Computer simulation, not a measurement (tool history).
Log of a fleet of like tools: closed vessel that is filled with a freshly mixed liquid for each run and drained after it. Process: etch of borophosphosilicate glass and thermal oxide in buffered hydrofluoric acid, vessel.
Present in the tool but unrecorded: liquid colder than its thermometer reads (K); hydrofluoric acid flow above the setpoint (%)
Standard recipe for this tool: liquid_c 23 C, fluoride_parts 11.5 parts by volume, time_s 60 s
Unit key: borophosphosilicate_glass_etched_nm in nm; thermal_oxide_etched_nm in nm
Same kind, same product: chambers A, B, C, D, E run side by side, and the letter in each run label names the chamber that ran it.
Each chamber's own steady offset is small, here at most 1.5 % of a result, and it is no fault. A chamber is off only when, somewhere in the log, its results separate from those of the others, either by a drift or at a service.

run,day,liquid_c,fluoride_parts,time_s,hours since the thermometer was replaced,hours since the hydrofluoric acid flow meter was replaced,"read-back film thickness of the borophosphosilicate glass reference wafer, read on the same gauge (nm)","read-back film thickness of the thermal oxide reference wafer, read on the same gauge (nm)",borophosphosilicate_glass_etched_nm,thermal_oxide_etched_nm
1C,0.108,23,11.5,60,937.4,362.2,110,49.963,178.71,56.004
2B,0.3,23,11.5,60,825.4,414.3,109.99,49.958,177.76,56.696
3A,0.425,23,11.5,60,242.6,1172.6,109.97,49.983,178.24,55.735
4E,0.538,23,11.5,60,156.3,268,110.03,50.013,179.1,56.111
5D,0.625,23,11.5,60,1420.8,113.2,109.98,50.016,177.47,57.116
6C,0.742,23,11.5,60,952.6,377.4,110.01,50.003,176.16,56.502
7A,0.862,23,11.5,60,253.1,1183.1,110,49.961,178.57,55.253
8B,0.992,23,11.5,60,842,430.9,110.02,50.032,179.38,56.734
9D,1.129,23,11.5,60,1432.9,125.3,109.98,50.021,176.24,56.454
10E,1.279,23,11.5,60,174.1,285.8,109.97,49.965,181.73,55.129
11A,1.471,23,11.5,60,267.7,1197.7,110,50.033,177.91,55.041
12D,1.583,23,11.5,60,1443.8,136.2,110.03,49.978,176.67,55.927
13C,1.712,23,11.5,60,975.9,400.7,109.99,49.97,176.95,56.486
14B,1.867,23,11.5,60,863,451.9,110.04,50.033,176.19,56.832
15E,2.033,23,11.5,60,192.2,303.9,110,50.036,179.16,55.931
16A,2.183,23,11.5,60,284.8,1214.8,109.99,50.035,176.39,56.78
17B,2.292,23,11.5,60,873.2,462.1,109.99,49.962,173.93,55.958
18D,2.483,23,11.5,75,1465.4,157.8,109.99,50.008,220.85,69.748
19E,2.654,23,11.5,75,207.1,318.8,110,49.989,225.2,69.238
20C,2.854,23,11.5,75,1003.3,428.1,109.97,49.978,218.77,68.991
21C,3.004,23,11.5,75,1006.9,431.7,110,49.997,221.67,69.184
22E,3.15,23,11.5,75,219,330.7,110.01,49.998,224.47,71.072
23A,3.35,19,14,60,312.8,1242.8,109.99,49.99,119.04,36.619
24D,3.454,19,14,60,1488.7,181.1,110,50.002,114.19,37.075
25B,3.604,19,14,60,904.7,493.6,110.01,49.955,117.35,36.661
26D,3.721,19,14,60,1495.1,187.5,110,50.002,117.75,36.591
27E,3.854,19,14,60,235.9,347.6,110.01,49.987,119.07,36.951
28A,3.962,23,11.5,60,327.5,1257.5,110.01,49.99,177.12,55.522
29C,4.079,23,11.5,60,1032.7,457.5,109.98,50.032,172.94,56.122
30B,4.275,23,11.5,60,920.8,509.7,109.99,50.015,174.47,56.178
31C,4.462,27.5,11.5,40,1041.9,466.7,109.99,49.997,149,48.091
32A,4.646,27.5,11.5,40,343.9,1273.9,110.02,49.983,149.27,46.429
33D,4.767,27.5,11.5,40,1520.2,212.6,109.98,50.006,151.93,47.943
34B,4.862,27.5,11.5,40,934.9,523.8,110.02,49.998,150.12,47.903
35E,4.962,27.5,11.5,40,262.5,374.2,109.97,49.987,153.04,48.154
36B,5.117,23,11.5,60,941,529.9,109.97,49.975,177.63,55.944

Predict what each chamber gives when all 5 of them run the settings below next.
37A,5.262,23,11.5,60,,,,,?,?
37B,5.262,23,11.5,60,,,,,?,?
37C,5.262,23,11.5,60,,,,,?,?
37D,5.262,23,11.5,60,,,,,?,?
37E,5.262,23,11.5,60,,,,,?,?

run,borophosphosilicate_glass_etched_nm,thermal_oxide_etched_nm
37A,179.11,56.309
37B,179.7,55.765
37C,176.85,55.902
37D,177.62,56.076
37E,179.68,55.74

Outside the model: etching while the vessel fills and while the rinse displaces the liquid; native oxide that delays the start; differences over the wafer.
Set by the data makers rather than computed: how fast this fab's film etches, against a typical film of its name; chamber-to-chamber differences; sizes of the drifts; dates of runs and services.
